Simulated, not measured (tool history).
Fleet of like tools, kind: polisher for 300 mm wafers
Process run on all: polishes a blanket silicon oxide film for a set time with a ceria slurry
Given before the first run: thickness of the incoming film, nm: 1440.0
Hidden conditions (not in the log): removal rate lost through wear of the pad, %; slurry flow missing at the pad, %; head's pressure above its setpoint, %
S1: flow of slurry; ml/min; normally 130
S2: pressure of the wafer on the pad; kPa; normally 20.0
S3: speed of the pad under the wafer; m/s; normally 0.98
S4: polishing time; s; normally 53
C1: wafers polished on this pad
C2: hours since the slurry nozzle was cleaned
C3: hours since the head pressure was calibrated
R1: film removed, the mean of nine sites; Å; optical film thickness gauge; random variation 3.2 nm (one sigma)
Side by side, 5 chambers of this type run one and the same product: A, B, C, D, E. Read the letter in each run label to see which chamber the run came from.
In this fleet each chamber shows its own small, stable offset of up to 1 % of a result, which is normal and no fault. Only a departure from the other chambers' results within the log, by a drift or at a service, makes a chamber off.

{"hour": 3.3, "done": "chamber D: head pressure recalibrated"}
{"hour": 3.6, "done": "chamber C: worn pad replaced by a new one"}
{"run": "1A", "hour": 4.4, "S1": 130, "S2": 20.0, "S3": 0.98, "S4": 53, "C1": 874, "C2": 72.2, "C3": 423.0, "R1": 2336.6}
{"run": "2C", "hour": 10.8, "S1": 130, "S2": 20.0, "S3": 0.98, "S4": 53, "C1": 88, "C2": 232.4, "C3": 635.2, "R1": 2332.8}
{"run": "3D", "hour": 17.6, "S1": 130, "S2": 20.0, "S3": 0.98, "S4": 53, "C1": 570, "C2": 199.2, "C3": 14.3, "R1": 2326.5}
{"hour": 20.3, "done": "chamber A: worn pad replaced by a new one"}
{"run": "4E", "hour": 23.8, "S1": 130, "S2": 20.0, "S3": 0.98, "S4": 53, "C1": 490, "C2": 244.9, "C3": 374.8, "R1": 2327.7}
{"hour": 27.4, "done": "chamber D: worn pad replaced by a new one"}
{"run": "5B", "hour": 27.6, "S1": 130, "S2": 20.0, "S3": 0.98, "S4": 53, "C1": 751, "C2": 95.0, "C3": 745.8, "R1": 2400.4}
{"hour": 28.6, "done": "chamber B: worn pad replaced by a new one"}
{"run": "6E", "hour": 31.1, "S1": 130, "S2": 20.0, "S3": 0.98, "S4": 53, "C1": 579, "C2": 252.2, "C3": 382.1, "R1": 2352.0}
{"run": "7B", "hour": 37.5, "S1": 130, "S2": 20.0, "S3": 0.98, "S4": 64, "C1": 108, "C2": 104.9, "C3": 755.7, "R1": 2806.3}
{"run": "8C", "hour": 41.5, "S1": 130, "S2": 20.0, "S3": 0.98, "S4": 64, "C1": 462, "C2": 263.1, "C3": 665.9, "R1": 2787.1}
{"run": "9D", "hour": 48.9, "S1": 130, "S2": 20.0, "S3": 0.98, "S4": 64, "C1": 262, "C2": 230.5, "C3": 45.6, "R1": 2786.4}
{"run": "10A", "hour": 55.0, "S1": 130, "S2": 20.0, "S3": 0.98, "S4": 64, "C1": 423, "C2": 122.8, "C3": 473.6, "R1": 2820.6}
{"run": "11B", "hour": 59.0, "S1": 130, "S2": 20.0, "S3": 0.98, "S4": 64, "C1": 370, "C2": 126.4, "C3": 777.2, "R1": 2871.1}
{"hour": 61.0, "done": "chamber D: slurry nozzle cleaned"}
{"run": "12E", "hour": 65.9, "S1": 130, "S2": 20.0, "S3": 0.98, "S4": 53, "C1": 1003, "C2": 287.0, "C3": 416.9, "R1": 2347.5}
{"run": "13C", "hour": 70.6, "S1": 130, "S2": 20.0, "S3": 0.98, "S4": 69, "C1": 817, "C2": 292.2, "C3": 695.0, "R1": 3054.7}
{"run": "14A", "hour": 73.8, "S1": 130, "S2": 20.0, "S3": 0.98, "S4": 69, "C1": 652, "C2": 141.6, "C3": 492.4, "R1": 3054.7}
{"hour": 74.5, "done": "chamber E: worn pad replaced by a new one"}
{"run": "15D", "hour": 79.3, "S1": 130, "S2": 20.0, "S3": 0.98, "S4": 69, "C1": 633, "C2": 18.4, "C3": 76.0, "R1": 3000.9}
{"hour": 81.7, "done": "chamber E: slurry nozzle cleaned"}
{"hour": 83.5, "done": "chamber C: worn pad replaced by a new one"}
{"hour": 83.6, "done": "chamber D: worn pad replaced by a new one"}
{"run": "16E", "hour": 86.2, "S1": 130, "S2": 20.0, "S3": 0.98, "S4": 69, "C1": 143, "C2": 4.6, "C3": 437.2, "R1": 3047.7}
{"run": "17B", "hour": 90.7, "S1": 130, "S2": 20.0, "S3": 0.98, "S4": 69, "C1": 757, "C2": 158.1, "C3": 808.9, "R1": 3056.3}
{"run": "18C", "hour": 97.2, "S1": 130, "S2": 20.0, "S3": 0.98, "S4": 53, "C1": 167, "C2": 318.8, "C3": 721.6, "R1": 2366.6}
{"hour": 99.7, "done": "chamber B: worn pad replaced by a new one"}
{"run": "19D", "hour": 101.7, "S1": 130, "S2": 20.0, "S3": 0.98, "S4": 53, "C1": 221, "C2": 40.8, "C3": 98.4, "R1": 2354.7}
{"run": "20A", "hour": 105.2, "S1": 130, "S2": 20.0, "S3": 0.98, "S4": 53, "C1": 1035, "C2": 173.0, "C3": 523.8, "R1": 2265.1}
{"run": "21D", "hour": 109.4, "S1": 130, "S2": 20.0, "S3": 0.98, "S4": 53, "C1": 315, "C2": 48.5, "C3": 106.1, "R1": 2329.8}
{"run": "22C", "hour": 114.3, "S1": 130, "S2": 20.0, "S3": 0.98, "S4": 53, "C1": 375, "C2": 335.9, "C3": 738.7, "R1": 2293.2}
{"run": "23A", "hour": 119.5, "S1": 130, "S2": 20.0, "S3": 0.98, "S4": 53, "C1": 1209, "C2": 187.3, "C3": 538.1, "R1": 2296.8}
{"hour": 124.9, "done": "chamber A: worn pad replaced by a new one"}
{"run": "24E", "hour": 125.5, "S1": 130, "S2": 20.0, "S3": 0.98, "S4": 53, "C1": 621, "C2": 43.9, "C3": 476.5, "R1": 2362.5}
{"run": "25B", "hour": 131.6, "S1": 130, "S2": 20.0, "S3": 0.98, "S4": 53, "C1": 388, "C2": 199.0, "C3": 849.8, "R1": 2300.5}
{"run": "26A", "hour": 135.8, "S1": 130, "S2": 20.0, "S3": 0.98, "S4": 53, "C1": 133, "C2": 203.6, "C3": 554.4, "R1": 2366.9}
{"run": "27E", "hour": 142.1, "S1": 130, "S2": 20.0, "S3": 0.98, "S4": 53, "C1": 824, "C2": 60.5, "C3": 493.1, "R1": 2349.6}
{"hour": 142.7, "done": "chamber D: worn pad replaced by a new one"}
{"run": "28C", "hour": 146.7, "S1": 130, "S2": 20.0, "S3": 0.98, "S4": 53, "C1": 770, "C2": 368.3, "C3": 771.1, "R1": 2355.6}
{"run": "29B", "hour": 151.2, "S1": 130, "S2": 20.0, "S3": 0.98, "S4": 53, "C1": 627, "C2": 218.6, "C3": 869.4, "R1": 2356.4}
{"run": "30D", "hour": 156.2, "S1": 130, "S2": 20.0, "S3": 0.98, "S4": 53, "C1": 165, "C2": 95.3, "C3": 152.9, "R1": 2309.9}
{"run": "31B", "hour": 160.2, "S1": 130, "S2": 20.0, "S3": 0.98, "S4": 53, "C1": 737, "C2": 227.6, "C3": 878.4, "R1": 2354.8}
{"run": "32D", "hour": 165.4, "S1": 130, "S2": 20.0, "S3": 0.98, "S4": 53, "C1": 277, "C2": 104.5, "C3": 162.1, "R1": 2371.2}
{"run": "33C", "hour": 169.1, "S1": 100, "S2": 20.0, "S3": 0.98, "S4": 53, "C1": 1043, "C2": 390.7, "C3": 793.5, "R1": 2204.0}

Has any chamber moved away from the others, gradually or after a service, or does the common gauge drift, or do the chambers differ only by their own small steady offsets? State the chamber and the most likely cause if one applies.

No chamber is off and the gauge is stable; the differences are just each chamber's small, constant offset.

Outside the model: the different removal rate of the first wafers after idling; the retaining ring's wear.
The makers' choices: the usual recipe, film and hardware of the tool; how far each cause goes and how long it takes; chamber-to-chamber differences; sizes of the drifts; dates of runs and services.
